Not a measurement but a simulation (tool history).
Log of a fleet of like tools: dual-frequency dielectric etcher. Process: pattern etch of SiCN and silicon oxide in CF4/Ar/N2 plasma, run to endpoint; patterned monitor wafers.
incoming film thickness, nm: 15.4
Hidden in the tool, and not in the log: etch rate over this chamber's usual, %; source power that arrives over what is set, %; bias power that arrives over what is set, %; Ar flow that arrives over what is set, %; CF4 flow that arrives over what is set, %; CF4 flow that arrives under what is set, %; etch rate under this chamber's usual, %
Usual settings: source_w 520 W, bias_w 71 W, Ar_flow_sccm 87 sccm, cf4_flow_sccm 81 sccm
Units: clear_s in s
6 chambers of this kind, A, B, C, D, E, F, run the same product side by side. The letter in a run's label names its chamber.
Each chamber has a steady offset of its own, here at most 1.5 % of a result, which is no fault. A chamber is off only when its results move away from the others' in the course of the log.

| run | hour | source_w | bias_w | Ar_flow_sccm | cf4_flow_sccm | hours since the last wet clean | hours since the last source power generator calibration | hours since the last bias power generator calibration | hours since the last Ar flow controller change | hours since the last CF4 flow controller change | clear_s |
|---|---|---|---|---|---|---|---|---|---|---|---|
|  | 3.6 | chamber C: wet clean of the chamber |
| 1F | 4.1 | 520 | 71 | 87 | 81 | 206.7 | 982.9 | 1657.8 | 1024.6 | 3294.9 | 15.156 |
| 2B | 7 | 520 | 71 | 87 | 81 | 240.8 | 1419.3 | 2195.8 | 2554.6 | 1015 | 15.081 |
| 3E | 11.3 | 520 | 71 | 87 | 81 | 509.5 | 2467.1 | 2756.9 | 1600.9 | 535.8 | 15.19 |
| 4A | 16.2 | 520 | 71 | 87 | 81 | 242.3 | 1497.1 | 4279 | 451.3 | 1138.4 | 15.08 |
| 5D | 21.1 | 520 | 71 | 87 | 81 | 99.8 | 4686.2 | 2400.1 | 1809.8 | 3191.9 | 15.342 |
|  | 23.2 | chamber A: bias power generator calibrated |
| 6C | 24.7 | 520 | 71 | 87 | 81 | 21.2 | 3710.8 | 454.2 | 1308.7 | 2084.7 | 15.225 |
| 7F | 27.1 | 520 | 71 | 87 | 81 | 229.7 | 1005.9 | 1680.8 | 1047.6 | 3317.9 | 15.122 |
| 8E | 30.8 | 520 | 71 | 87 | 81 | 529 | 2486.6 | 2776.4 | 1620.4 | 555.3 | 15.221 |
| 9C | 35.1 | 520 | 71 | 87 | 81 | 31.6 | 3721.2 | 464.6 | 1319.1 | 2095.1 | 15.332 |
| 10D | 37.5 | 520 | 61 | 87 | 97 | 116.2 | 4702.6 | 2416.5 | 1826.2 | 3208.3 | 15.754 |
| 11A | 41.7 | 520 | 61 | 87 | 97 | 267.8 | 1522.6 | 18.5 | 476.8 | 1163.9 | 15.372 |
| 12B | 46.8 | 520 | 61 | 87 | 97 | 280.6 | 1459.1 | 2235.6 | 2594.4 | 1054.8 | 15.42 |
| 13E | 51.5 | 520 | 61 | 87 | 97 | 549.7 | 2507.3 | 2797.1 | 1641.1 | 576 | 15.543 |
| 14B | 55.6 | 520 | 61 | 87 | 97 | 289.4 | 1467.9 | 2244.4 | 2603.2 | 1063.6 | 15.495 |
| 15F | 60.3 | 520 | 61 | 87 | 97 | 262.9 | 1039.1 | 1714 | 1080.8 | 3351.1 | 15.466 |
| 16C | 62.8 | 520 | 71 | 87 | 81 | 59.3 | 3748.9 | 492.3 | 1346.8 | 2122.8 | 15.363 |
| 17A | 66.7 | 520 | 71 | 87 | 81 | 292.8 | 1547.6 | 43.5 | 501.8 | 1188.9 | 15.045 |
| 18D | 71.2 | 520 | 71 | 87 | 81 | 149.9 | 4736.3 | 2450.2 | 1859.9 | 3242 | 15.421 |
|  | 71.5 | chamber E: wet clean of the chamber |
| 19B | 73.9 | 520 | 71 | 87 | 81 | 307.7 | 1486.2 | 2262.7 | 2621.5 | 1081.9 | 15.219 |
| 20F | 77.7 | 520 | 71 | 87 | 81 | 280.3 | 1056.5 | 1731.4 | 1098.2 | 3368.5 | 15.06 |
| 21A | 82.4 | 520 | 71 | 87 | 81 | 308.5 | 1563.3 | 59.2 | 517.5 | 1204.6 | 15.029 |
| 22D | 85.4 | 520 | 71 | 87 | 81 | 164.1 | 4750.5 | 2464.4 | 1874.1 | 3256.2 | 15.346 |
| 23E | 88.5 | 520 | 71 | 87 | 81 | 17.1 | 2544.3 | 2834.1 | 1678.1 | 613 | 15.179 |
|  | 89.9 | chamber D: source power generator calibrated |
| 24C | 91 | 520 | 71 | 87 | 81 | 87.5 | 3777.1 | 520.5 | 1375 | 2151 | 15.251 |
| 25B | 93.9 | 520 | 71 | 87 | 81 | 327.7 | 1506.2 | 2282.7 | 2641.5 | 1101.9 | 15.177 |
| 26D | 96.9 | 520 | 71 | 87 | 81 | 175.6 | 7 | 2475.9 | 1885.6 | 3267.7 | 14.784 |
| 27F | 101.1 | 520 | 71 | 87 | 81 | 303.7 | 1079.9 | 1754.8 | 1121.6 | 3391.9 | 15.122 |
|  | 103.9 | chamber D: bias power generator calibrated |
| 28A | 105.3 | 520 | 71 | 87 | 81 | 331.4 | 1586.2 | 82.1 | 540.4 | 1227.5 | 15.048 |
|  | 107 | chamber A: wet clean of the chamber |
| 29C | 108.5 | 410 | 71 | 87 | 81 | 105 | 3794.6 | 538 | 1392.5 | 2168.5 | 18.971 |
|  | 109.5 | chamber C: source power generator calibrated |
| 30E | 113 | 410 | 71 | 87 | 81 | 41.6 | 2568.8 | 2858.6 | 1702.6 | 637.5 | 18.678 |
| 31C | 117.3 | 410 | 71 | 87 | 81 | 113.8 | 7.8 | 546.8 | 1401.3 | 2177.3 | 18.933 |
| 32D | 121 | 410 | 71 | 87 | 81 | 199.7 | 31.1 | 17.1 | 1909.7 | 3291.8 | 18.308 |
| 33F | 124.8 | 410 | 71 | 87 | 81 | 327.4 | 1103.6 | 1778.5 | 1145.3 | 3415.6 | 18.76 |
| 34E | 129.6 | 410 | 71 | 87 | 81 | 58.2 | 2585.4 | 2875.2 | 1719.2 | 654.1 | 18.653 |
| 35A | 134.7 | 520 | 71 | 87 | 81 | 27.8 | 1615.6 | 111.5 | 569.8 | 1256.9 | 14.989 |
| 36B | 139.1 | 520 | 71 | 87 | 81 | 372.9 | 1551.4 | 2327.9 | 2686.7 | 1147.1 | 15.159 |

All 6 chambers run these settings next. Forecast each chamber's results:
| 37A | 142.9 | 520 | 77 | 87 | 81 |  |  |  |  |  | ? |
| 37B | 142.9 | 520 | 77 | 87 | 81 |  |  |  |  |  | ? |
| 37C | 142.9 | 520 | 77 | 87 | 81 |  |  |  |  |  | ? |
| 37D | 142.9 | 520 | 77 | 87 | 81 |  |  |  |  |  | ? |
| 37E | 142.9 | 520 | 77 | 87 | 81 |  |  |  |  |  | ? |
| 37F | 142.9 | 520 | 77 | 87 | 81 |  |  |  |  |  | ? |

| run | clear_s |
|---|---|
| 37A | 14.641 |
| 37B | 14.726 |
| 37C | 14.919 |
| 37D | 14.577 |
| 37E | 14.894 |
| 37F | 14.79 |
